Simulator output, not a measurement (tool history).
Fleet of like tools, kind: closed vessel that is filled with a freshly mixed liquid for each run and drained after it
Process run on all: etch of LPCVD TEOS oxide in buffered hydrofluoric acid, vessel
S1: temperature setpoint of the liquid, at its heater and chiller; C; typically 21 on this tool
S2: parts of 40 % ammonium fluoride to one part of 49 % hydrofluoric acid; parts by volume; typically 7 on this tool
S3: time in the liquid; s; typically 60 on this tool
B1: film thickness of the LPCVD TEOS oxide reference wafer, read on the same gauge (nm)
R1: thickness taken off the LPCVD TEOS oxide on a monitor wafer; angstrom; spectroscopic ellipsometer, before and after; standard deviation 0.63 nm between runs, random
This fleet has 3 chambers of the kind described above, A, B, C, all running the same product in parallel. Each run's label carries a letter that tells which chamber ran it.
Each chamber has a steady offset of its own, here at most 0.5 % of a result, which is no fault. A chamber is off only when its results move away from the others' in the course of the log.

run   hour  S1  S2  S3      B1      R1
 1B   14.9  21   7  60  29.995  2028.4
 2A   26.1  21   7  60  30.024  2030.2
 3C   34.9  21   7  60  29.979  2047.9
 4A   43.4  21   7  60  29.964  2032.3
 5B   54.8  21   7  30  30.000  1013.4
 6C   67.9  21   7  30  30.041  1016.3
 7B   81.7  21   7  30  30.009  1017.3
 8A   88.4  21   7  60  29.984  2031.8
 9C  100.0  21   7  60  29.957  2042.8
     105.6  -- chamber C: hydrofluoric acid flow meter replaced
10B  108.1  21   7  60  29.974  2030.9
11A  115.2  21   7  60  30.053  2034.5
12C  125.2  21   7  60  30.030  2043.7
13A  134.3  21   7  60  29.994  2038.3
14C  148.8  21   7  60  30.008  2033.8
15B  156.0  21   7  60  29.972  2045.5
16C  166.2  21   7  60  30.014  2039.8
17A  178.5  21   7  60  29.990  2037.4
18B  187.1  21   7  60  29.995  2036.1
19A  196.7  21   7  60  29.995  2035.1
20C  208.7  21   7  60  29.957  2033.2
21B  219.7  21   7  60  29.987  2041.4
22A  229.0  21   7  60  29.929  2013.2
23C  239.2  21   7  60  30.017  2029.5
24B  247.9  21   7  60  29.971  2037.3
25B  257.9  21   7  60  29.982  2027.0
26C  265.3  21   7  60  30.047  2039.1
27A  279.9  21   7  60  30.012  2004.8
28C  286.9  21   7  60  30.028  2039.7
29A  298.6  21   7  60  29.980  1996.0
30B  307.9  21   7  60  29.960  2029.1
31A  319.5  21   7  60  30.048  1990.2
32C  331.4  21   7  75  30.002  2556.7
33B  344.5  21   7  75  29.967  2547.1
34A  357.2  21   7  75  29.981  2472.3

All chambers now run identical settings, listed one chamber a line with results as question marks. What results will each chamber show?
35A  368.3  21   6  60       ?
35B  368.3  21   6  60       ?
35C  368.3  21   6  60       ?

run      R1
35A  2279.6
35B  2322.1
35C  2340.1
